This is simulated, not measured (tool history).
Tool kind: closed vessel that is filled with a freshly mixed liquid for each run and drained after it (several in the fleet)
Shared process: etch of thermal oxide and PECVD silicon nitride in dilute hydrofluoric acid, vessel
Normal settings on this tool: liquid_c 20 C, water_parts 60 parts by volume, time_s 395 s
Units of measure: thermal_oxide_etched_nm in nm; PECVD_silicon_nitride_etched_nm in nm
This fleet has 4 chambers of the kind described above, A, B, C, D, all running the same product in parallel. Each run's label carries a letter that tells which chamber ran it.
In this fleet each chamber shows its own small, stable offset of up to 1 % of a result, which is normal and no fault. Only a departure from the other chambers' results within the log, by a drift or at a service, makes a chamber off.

| run | hour | liquid_c | water_parts | time_s | read-back film thickness of the thermal oxide reference wafer, read on the same gauge (nm) | read-back film thickness of the PECVD silicon nitride reference wafer, read on the same gauge (nm) | thermal_oxide_etched_nm | PECVD_silicon_nitride_etched_nm |
|---|---|---|---|---|---|---|---|---|
| 1D | 5.1 | 20 | 60 | 395 | 109.99 | 90.017 | 27.921 | 11.2780 |
| 2C | 14.9 | 20 | 60 | 395 | 110.01 | 89.994 | 28.603 | 11.2210 |
| 3B | 23.6 | 20 | 60 | 395 | 110.00 | 89.996 | 28.354 | 11.1580 |
| 4A | 34.3 | 20 | 60 | 395 | 109.96 | 89.975 | 28.191 | 11.2540 |
| 5A | 44.8 | 20 | 70 | 395 | 109.98 | 89.999 | 23.799 | 9.6799 |
| 6D | 53.4 | 20 | 70 | 395 | 110.01 | 89.987 | 23.795 | 9.5938 |
| 7C | 59.1 | 20 | 70 | 395 | 110.00 | 89.989 | 23.708 | 9.8149 |
| 8B | 69.3 | 20 | 70 | 395 | 110.02 | 89.979 | 23.781 | 9.7831 |
| 9C | 75.6 | 20 | 60 | 395 | 109.99 | 90.001 | 28.431 | 11.3740 |
| 10B | 80.7 | 20 | 60 | 395 | 109.98 | 89.999 | 27.851 | 11.1930 |
| 11D | 89.7 | 20 | 60 | 395 | 110.02 | 89.999 | 28.301 | 11.1440 |
| 12A | 96.0 | 20 | 60 | 395 | 109.99 | 90.003 | 27.973 | 11.1350 |
| 13C | 101.6 | 20 | 60 | 395 | 109.99 | 90.001 | 28.221 | 11.2020 |
| 14A | 112.9 | 20 | 60 | 395 | 109.99 | 90.003 | 27.714 | 11.0120 |
| 15D | 119.3 | 20 | 60 | 395 | 110.00 | 89.990 | 28.250 | 11.0930 |
| 16B | 125.6 | 20 | 60 | 395 | 110.00 | 89.961 | 27.988 | 11.2450 |
|  | 129.3 | chamber C: hydrofluoric acid flow meter replaced |
| 17D | 130.9 | 17 | 60 | 395 | 110.00 | 89.995 | 24.319 | 9.0850 |
| 18C | 138.5 | 17 | 60 | 395 | 110.00 | 90.006 | 24.622 | 9.2113 |
| 19A | 145.8 | 17 | 60 | 395 | 110.00 | 89.986 | 24.344 | 8.9679 |
| 20B | 154.5 | 17 | 60 | 395 | 110.00 | 89.989 | 24.831 | 9.1399 |
| 21C | 163.6 | 20 | 50 | 395 | 110.00 | 90.008 | 34.542 | 13.5290 |
| 22B | 168.9 | 20 | 50 | 395 | 110.04 | 89.979 | 33.762 | 13.5740 |
| 23A | 176.5 | 20 | 50 | 395 | 109.99 | 90.001 | 33.192 | 12.9310 |
| 24D | 186.1 | 20 | 50 | 395 | 110.00 | 90.002 | 34.289 | 13.1730 |
|  | 189.2 | chamber C: thermometer replaced |
| 25C | 195.9 | 20 | 60 | 395 | 109.99 | 90.029 | 28.475 | 11.1730 |
| 26A | 205.7 | 20 | 60 | 395 | 109.98 | 90.015 | 26.991 | 10.6190 |
| 27B | 212.8 | 20 | 60 | 395 | 110.03 | 89.990 | 28.056 | 11.1740 |
| 28D | 217.7 | 20 | 60 | 395 | 109.99 | 89.984 | 27.684 | 11.1450 |
| 29C | 227.5 | 20 | 60 | 395 | 110.03 | 89.990 | 28.073 | 11.2390 |
| 30B | 235.2 | 20 | 60 | 395 | 110.02 | 90.004 | 27.976 | 11.2810 |
|  | 238.4 | chamber B: hydrofluoric acid flow meter replaced |
| 31D | 243.1 | 20 | 60 | 395 | 109.96 | 90.022 | 27.607 | 11.2070 |
| 32A | 253.5 | 20 | 60 | 395 | 109.99 | 90.034 | 26.651 | 10.5550 |
| 33D | 264.7 | 20 | 60 | 395 | 110.01 | 89.992 | 27.550 | 11.0970 |
| 34B | 270.0 | 20 | 60 | 395 | 109.98 | 89.984 | 28.051 | 11.2340 |
| 35C | 280.3 | 20 | 60 | 395 | 109.99 | 89.961 | 27.727 | 11.3230 |

Is one chamber out of step, is the gauge drifting, or do the chambers differ by no more than their own small offsets? For an off chamber, give its letter and the likeliest cause.

It is chamber A that slowly wanders off from its peers.
Cause: hydrofluoric acid flow below the setpoint (%) = 6.28.

Below are 4 candidate recipes for chamber A's next run, each the usual settings with a change, their results shown as question marks. Which of them brings A's results back in line with what the other chambers give on the usual settings?
Counts as in line when no further than this from what the other chambers average on the usual settings: thermal_oxide_etched_nm 0.910 nm; PECVD_silicon_nitride_etched_nm 0.2600 nm
| 36A-1 | 288.5 | 19.0 | 60 | 375 |  |  | ? | ? |
| 36A-2 | 288.5 | 19.5 | 60 | 380 |  |  | ? | ? |
| 36A-3 | 288.5 | 21.0 | 60 | 415 |  |  | ? | ? |
| 36A-4 | 288.5 | 20.5 | 60 | 410 |  |  | ? | ? |

On the usual settings, the other chambers give on average: thermal_oxide_etched_nm 27.975 nm; PECVD_silicon_nitride_etched_nm 11.1970 nm
| run | thermal_oxide_etched_nm | PECVD_silicon_nitride_etched_nm |
|---|---|---|
| 36A-1 | 23.823 | 9.2598 |
| 36A-2 | 24.646 | 9.7082 |
| 36A-3 | 28.653 | 11.7490 |
| 36A-4 | 27.734 | 11.2240 |
36A-4 brings the chamber back in line.

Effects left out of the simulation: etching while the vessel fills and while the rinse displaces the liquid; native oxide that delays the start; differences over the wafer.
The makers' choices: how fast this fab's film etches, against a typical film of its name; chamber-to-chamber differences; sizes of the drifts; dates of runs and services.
